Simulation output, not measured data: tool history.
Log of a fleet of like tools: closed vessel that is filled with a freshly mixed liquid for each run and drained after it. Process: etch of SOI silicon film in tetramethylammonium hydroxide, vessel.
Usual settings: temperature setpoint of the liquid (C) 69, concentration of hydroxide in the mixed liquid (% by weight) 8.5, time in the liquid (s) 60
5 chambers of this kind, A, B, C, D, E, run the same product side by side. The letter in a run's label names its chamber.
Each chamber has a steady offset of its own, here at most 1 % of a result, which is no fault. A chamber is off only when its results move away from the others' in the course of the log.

run   hour  temperature setpoint of the liquid (C)  concentration of hydroxide in the mixed liquid (% by weight)  time in the liquid (s)  hours since the thermometer was replaced  hours since the hydroxide flow meter was replaced  read-back film thickness of the SOI silicon film reference wafer, read on the same gauge (nm)  thickness taken off the SOI silicon film on a monitor wafer (angstrom)
 1D    8.6                                      69                                                           8.5                      60                                     408.8                                              298.3                                                                                         130.06                                                                  4290.4
 2E   14.5                                      69                                                           8.5                      60                                    2258.6                                              244.2                                                                                         130.01                                                                  4278.9
 3C   22.8                                      69                                                           8.5                      60                                    1682.8                                               1068                                                                                            130                                                                  4232.1
 4B   33.1                                      69                                                           8.5                      60                                      1041                                              205.3                                                                                         130.02                                                                  4233.4
 5A   41.9                                      69                                                           8.5                      60                                      66.9                                              357.3                                                                                            130                                                                    4159
 6E   52.5                                      69                                                           8.5                      60                                    2296.6                                              282.2                                                                                         130.01                                                                  4266.3
 7C   60.8                                      69                                                           8.5                      60                                    1720.8                                               1106                                                                                         130.01                                                                  4208.3
 8B   69.8                                      69                                                           8.5                      60                                    1077.7                                                242                                                                                         130.01                                                                  4238.3
 9D   81.7                                      69                                                           8.5                      60                                     481.9                                              371.4                                                                                         129.99                                                                  4214.1
10A   93.9                                      69                                                           8.5                      60                                     118.9                                              409.3                                                                                         129.98                                                                    4182
11B  105.3                                      69                                                           8.5                      60                                    1113.2                                              277.5                                                                                            130                                                                  4285.6
12A  113.6                                      69                                                           8.5                      60                                     138.6                                                429                                                                                         129.98                                                                  4196.3
13E  124.2                                      62                                                           8.5                      60                                    2368.3                                              353.9                                                                                         130.02                                                                    2818
14C    131                                      62                                                           8.5                      60                                      1791                                             1176.2                                                                                         129.97                                                                  2811.3
15D  138.4                                      62                                                           8.5                      60                                     538.6                                              428.1                                                                                            130                                                                  2778.8
16E  145.5                                      62                                                           8.5                      60                                    2389.6                                              375.2                                                                                         130.06                                                                  2791.1
17D    156                                      62                                                           8.5                      60                                     556.2                                              445.7                                                                                         129.99                                                                  2752.8
18C  162.1                                      69                                                           8.5                      60                                    1822.1                                             1207.3                                                                                         130.02                                                                    4413
19A  169.4                                      69                                                           8.5                      60                                     194.4                                              484.8                                                                                         129.99                                                                  4139.9
20B  175.3                                      69                                                           8.5                      60                                    1183.2                                              347.5                                                                                         129.98                                                                  4228.4
21A  188.3                                      69                                                           8.5                      60                                     213.3                                              503.7                                                                                         129.99                                                                  4198.8
22E  196.5                                      69                                                           8.5                      60                                    2440.6                                              426.2                                                                                         129.99                                                                  4245.8
23B  204.8                                    74.5                                                           8.5                      60                                    1212.7                                                377                                                                                         129.99                                                                  5873.5
24C  212.2                                    74.5                                                           8.5                      60                                    1872.2                                             1257.4                                                                                         129.99                                                                  6107.4
25D    225                                    74.5                                                           8.5                      60                                     625.2                                              514.7                                                                                         129.97                                                                  5879.4
26E  235.8                                    74.5                                                           8.5                      60                                    2479.9                                              465.5                                                                                            130                                                                  5813.7
27C  247.7                                    74.5                                                           8.5                      60                                    1907.7                                             1292.9                                                                                         130.01                                                                  6302.2
28A  256.9                                      65                                                           8.5                      60                                     281.9                                              572.3                                                                                         130.01                                                                  3377.9
29B  264.5                                      65                                                           8.5                      60                                    1272.4                                              436.7                                                                                         130.05                                                                  3320.9
30D  275.5                                      65                                                           8.5                      60                                     675.7                                              565.2                                                                                         129.96                                                                  3335.7
31C  288.8                                      65                                                           8.5                      60                                    1948.8                                               1334                                                                                         129.99                                                                  3640.7
32B  301.3                                      65                                                           8.5                      60                                    1309.2                                              473.5                                                                                         130.02                                                                  3336.5
33D  312.3                                      69                                                           8.5                      60                                     712.5                                                602                                                                                         129.99                                                                  4255.1

What goes on in this fleet: one chamber off, a drifting gauge, or nothing beyond the chambers' own small offsets? Name the chamber and the cause, if any.

Chamber C drifts away from the others.
Cause: liquid hotter than its thermometer reads (K) = 2.03.

Here are 4 candidates for chamber C's next run, each the usual settings with a change, their results left as question marks. Which one brings its results back in line with what the others give on the usual settings?
In line means no further than this from the other chambers' mean on the usual settings: thickness taken off the SOI silicon film on a monitor wafer (angstrom) 120
34C-1  321.9                                    72.5                                                           8.5                      60                                                                                                                                                                                                                                                                   ?
34C-2  321.9                                    65.5                                                           8.5                      60                                                                                                                                                                                                                                                                   ?
34C-3  321.9                                    69.5                                                           8.5                      65                                                                                                                                                                                                                                                                   ?
34C-4  321.9                                      67                                                           8.5                      60                                                                                                                                                                                                                                                                   ?

The other chambers' mean on the usual settings: thickness taken off the SOI silicon film on a monitor wafer (angstrom) 4245.1
  run  thickness taken off the SOI silicon film on a monitor wafer (angstrom)
34C-1                                                                  5870.9
34C-2                                                                  3877.1
34C-3                                                                  5334.3
34C-4                                                                  4242.8
34C-4 brings the chamber back in line.
